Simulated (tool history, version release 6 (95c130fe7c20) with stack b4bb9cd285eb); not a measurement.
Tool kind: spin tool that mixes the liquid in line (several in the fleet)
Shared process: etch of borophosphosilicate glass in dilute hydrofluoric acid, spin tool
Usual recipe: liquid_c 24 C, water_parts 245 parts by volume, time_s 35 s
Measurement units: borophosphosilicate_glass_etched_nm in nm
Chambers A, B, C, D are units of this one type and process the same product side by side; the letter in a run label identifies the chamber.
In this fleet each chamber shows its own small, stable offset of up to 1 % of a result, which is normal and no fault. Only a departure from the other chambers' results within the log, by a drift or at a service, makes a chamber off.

run	hour	liquid_c	water_parts	time_s	read-back film thickness of the borophosphosilicate glass reference wafer, read on the same gauge (nm)	borophosphosilicate_glass_etched_nm
1C	4.8	24	245	35	119.99	5.4998
2B	11	24	245	35	119.98	5.5802
3D	19.4	24	245	35	120.02	5.5393
4A	27.3	24	245	35	120.01	5.549
5A	34.7	24	245	35	120.01	5.5587
6C	39.9	24	245	35	120	5.5289
7B	44.7	24	245	35	119.98	5.5373
8D	48.5	24	245	35	119.98	5.5284
9A	52.5	24	245	35	120.01	5.5491
10C	56.4	24	200	35	119.98	7.0881
11B	64.2	24	200	35	120	7.1019
12D	71.2	24	200	35	120.01	7.2367
13D	77.8	24	200	35	120.02	7.3272
14A	85.8	24	245	35	119.99	5.6146
15C	91.4	24	245	35	120.02	5.5925
16B	95.3	24	245	35	119.98	5.6051
17A	102.7	24	245	35	120	5.5724
# hour 104.4: chamber B: thermometer replaced
18D	107.2	24	245	35	119.98	5.5746
19B	114	24	245	35	120	5.5293
20C	118	24	245	35	120.01	5.531
21D	123.6	24	245	35	119.99	5.6042
22C	130.9	24	145	15	120	4.4279
23A	138.8	24	145	15	120.01	4.5557
24B	145.4	24	145	15	119.99	4.4876
# hour 147.1: chamber B: hydrofluoric acid flow meter replaced
25D	150.1	24	145	15	120.01	4.6479
26A	154.7	24	245	35	120.01	5.5523
27C	161.1	24	245	35	120.01	5.5264
28B	165	21.5	245	25	120.02	3.6654
# hour 172.5: chamber D: thermometer replaced
29A	173.5	21.5	245	25	120.02	3.6336
30B	178	21.5	245	25	119.99	3.5973
31D	183.4	21.5	245	25	120.01	3.6844
32C	187.7	24	245	35	120	5.5606

Next, every chamber runs the same settings. What will each give?
33A	193.7	24	245	35		?
33B	193.7	24	245	35		?
33C	193.7	24	245	35		?
33D	193.7	24	245	35		?

run	borophosphosilicate_glass_etched_nm
33A	5.5764
33B	5.5725
33C	5.5773
33D	5.6283
